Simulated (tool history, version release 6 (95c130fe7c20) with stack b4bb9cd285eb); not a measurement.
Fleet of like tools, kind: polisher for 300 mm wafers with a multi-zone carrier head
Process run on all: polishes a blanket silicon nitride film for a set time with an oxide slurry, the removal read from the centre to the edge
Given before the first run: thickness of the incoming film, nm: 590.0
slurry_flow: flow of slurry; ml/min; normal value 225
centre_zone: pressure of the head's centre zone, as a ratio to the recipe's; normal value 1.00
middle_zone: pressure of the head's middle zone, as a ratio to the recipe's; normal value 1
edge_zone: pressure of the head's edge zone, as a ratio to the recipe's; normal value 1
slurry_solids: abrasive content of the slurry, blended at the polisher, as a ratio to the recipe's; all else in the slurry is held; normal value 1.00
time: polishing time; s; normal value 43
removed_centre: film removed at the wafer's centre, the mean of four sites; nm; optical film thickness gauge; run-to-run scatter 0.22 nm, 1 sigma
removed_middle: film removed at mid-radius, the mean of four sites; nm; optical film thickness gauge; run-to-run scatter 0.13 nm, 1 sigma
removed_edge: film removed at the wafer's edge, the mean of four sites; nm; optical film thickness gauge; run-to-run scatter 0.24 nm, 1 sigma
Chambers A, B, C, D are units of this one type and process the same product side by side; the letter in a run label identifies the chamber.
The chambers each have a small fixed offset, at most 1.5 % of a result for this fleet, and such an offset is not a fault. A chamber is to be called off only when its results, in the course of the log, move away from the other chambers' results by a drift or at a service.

run	day	slurry_flow	centre_zone	middle_zone	edge_zone	slurry_solids	time	wafers polished on this pad	hours since the slurry nozzle was cleaned	hours since the centre zone pressure was calibrated	hours since the edge zone pressure was calibrated	removed_centre	removed_middle	removed_edge
1D	0.433	225	1.00	1	1	1.00	43	131	247.6	503.5	947.5	17.912	17.730	18.171
2A	0.675	225	1.00	1	1	1.00	43	448	87.1	460.0	117.9	17.982	17.804	17.759
3C	0.892	225	1.00	1	1	1.00	43	823	197.4	916.3	146.7	17.885	18.219	18.228
4B	1.179	225	1.00	1	1	1.00	43	345	292.1	243.9	423.7	17.876	17.588	17.754
5B	1.546	225	1.00	1	1	1.00	43	411	300.9	252.7	432.5	17.834	17.631	17.690
6C	1.983	225	1.00	1	1	1.00	43	1018	223.6	942.5	172.9	17.652	18.258	18.268
# day 2.342: chamber C: worn pad replaced by a new one
7D	2.421	225	1.00	1	1	1.00	43	486	295.3	551.2	995.2	17.527	17.757	18.068
8A	2.788	225	1.00	1	1	1.00	43	826	137.8	510.7	168.6	17.412	17.735	17.584
9D	3.088	225	1.00	1	1	1.00	43	606	311.3	567.2	1011.2	17.741	17.588	18.037
10A	3.529	225	1.00	1	1	1.00	43	958	155.6	528.5	186.4	17.939	17.576	17.611
11B	3.892	225	1.00	1	1	1.00	43	830	357.2	309.0	488.8	17.863	17.433	17.992
12C	4.171	225	1.00	1	1	1.00	43	327	276.1	995.0	225.4	18.106	18.196	17.856
13D	4.550	225	1.00	1	1	1.00	43	867	346.4	602.3	1046.3	17.359	17.809	17.980
# day 4.671: chamber C: centre zone pressure recalibrated
14B	4.821	225	1.00	1	1	1.00	43	996	379.5	331.3	511.1	17.307	17.424	17.122
15C	5.129	225	1.00	1	1	1.00	43	498	299.1	11.1	248.4	17.920	18.213	17.929
16A	5.383	225	1.00	1	1	1.00	43	1290	200.1	573.0	230.9	17.818	17.630	17.910
# day 5.554: chamber A: worn pad replaced by a new one
17B	5.825	225	1.00	1	1	1.10	43	1175	403.6	355.4	535.2	18.067	18.077	18.418
18A	6.046	225	1.00	1	1	1.10	43	87	216.0	588.9	246.8	18.446	18.580	18.302
# day 6.267: chamber D: worn pad replaced by a new one
19D	6.275	225	1.00	1	1	1.10	43	1	387.8	643.7	1087.7	18.491	18.551	18.565
20C	6.621	225	1.00	1	1	1.10	43	765	334.9	46.9	284.2	19.134	18.946	18.773
21B	6.942	225	1.00	1	1	1.00	43	1375	430.4	382.2	562.0	17.133	17.211	17.756
# day 7.158: chamber C: worn pad replaced by a new one
22C	7.342	225	1.00	1	1	1.00	43	33	352.2	64.2	301.5	18.066	18.028	17.642
23D	7.538	225	1.00	1	1	1.00	43	227	418.1	674.0	1118.0	17.586	17.753	17.724
24A	7.812	225	1.00	1	1	0.85	55	403	258.4	631.3	289.2	21.196	20.807	20.627
# day 8.129: chamber D: edge zone pressure recalibrated
25A	8.204	225	1.00	1	1	0.85	55	473	267.8	640.7	298.6	20.917	20.739	21.207
26C	8.554	225	1.00	1	1	0.85	55	250	381.3	93.3	330.6	21.445	21.241	20.774
# day 8.862: chamber D: centre zone pressure recalibrated
27B	8.954	225	1.00	1	1	0.85	55	1734	478.7	430.5	610.3	19.788	20.022	20.274
28D	9.296	225	1.00	1	1	1.00	43	541	460.3	10.5	28.1	18.019	17.594	17.388
29C	9.733	225	1.00	1	1	1.00	43	460	409.6	121.6	358.9	18.001	18.212	17.478
30A	9.954	225	1.00	1	1	1.00	43	786	309.8	682.7	340.6	17.818	17.831	17.704
31D	10.171	225	1.06	1	1	1.00	43	698	481.3	31.5	49.1	18.664	17.726	18.075
32B	10.454	225	1.06	1	1	1.00	43	2003	514.7	466.5	646.3	18.521	16.784	17.151
33B	10.883	225	1.06	1	1	1.00	43	2079	525.0	476.8	656.6	17.806	16.765	16.747
34C	11.112	225	1.06	1	1	1.00	43	707	442.7	154.7	392.0	18.737	18.167	17.816
35A	11.392	225	1.00	1	1	1.00	43	1043	344.3	717.2	375.1	18.105	17.765	17.576
36D	11.812	225	1.00	1	1	1.00	43	991	520.7	70.9	88.5	17.861	17.842	18.001
# day 11.892: chamber B: slurry nozzle cleaned
37A	12.092	225	1.00	1	1	1.00	43	1168	361.1	734.0	391.9	17.613	17.752	17.801
# day 12.242: chamber C: worn pad replaced by a new one
38B	12.483	225	1.00	1	1	1.00	43	2365	14.3	515.2	695.0	16.478	16.647	16.854
39D	12.829	225	1.00	1	1	1.00	43	1173	545.1	95.3	112.9	17.738	17.746	17.701
40C	13.067	225	1.00	1	1	1.00	43	147	489.6	201.6	438.9	18.071	18.249	17.958
41C	13.496	225	1.00	1	1	1.00	43	224	499.9	211.9	449.2	18.290	18.016	17.809
# day 13.712: chamber B: edge zone pressure recalibrated
42B	13.825	225	1.00	1	1	1.00	43	2605	46.5	547.4	2.7	16.347	16.625	16.836

Which is it: a chamber that has drifted or been left off by a service, a gauge drift common to all chambers, or only each chamber's usual small offset? If a chamber is off, name it and its likeliest cause.

One chamber, B, drifts off from the rest bit by bit.
Most likely cause: removal rate lost through wear of the pad, % = 7.62.

Here are 4 candidates for chamber B's next run, each the usual settings with a change, their results left as question marks. Which one brings its results back in line with what the others give on the usual settings?
In line here means within this much of the mean the other chambers give on the usual settings: removed_centre 0.760 nm; removed_middle 0.450 nm; removed_edge 0.840 nm
43B-1	14.142	225	1.00	0.99	1.00	1.00	42					?	?	?
43B-2	14.142	225	1.00	1.01	1.00	1.00	44					?	?	?
43B-3	14.142	220	0.99	0.99	1.01	1.00	40					?	?	?
43B-4	14.142	230	1.01	1.01	0.99	1.00	46					?	?	?

Usual-settings mean across the other chambers: removed_centre 17.821 nm; removed_middle 17.818 nm; removed_edge 17.774 nm
run	removed_centre	removed_middle	removed_edge
43B-1	16.057	15.867	16.048
43B-2	16.824	16.926	16.807
43B-3	15.077	15.069	15.331
43B-4	17.835	17.743	17.515
43B-4 brings the chamber back in line.

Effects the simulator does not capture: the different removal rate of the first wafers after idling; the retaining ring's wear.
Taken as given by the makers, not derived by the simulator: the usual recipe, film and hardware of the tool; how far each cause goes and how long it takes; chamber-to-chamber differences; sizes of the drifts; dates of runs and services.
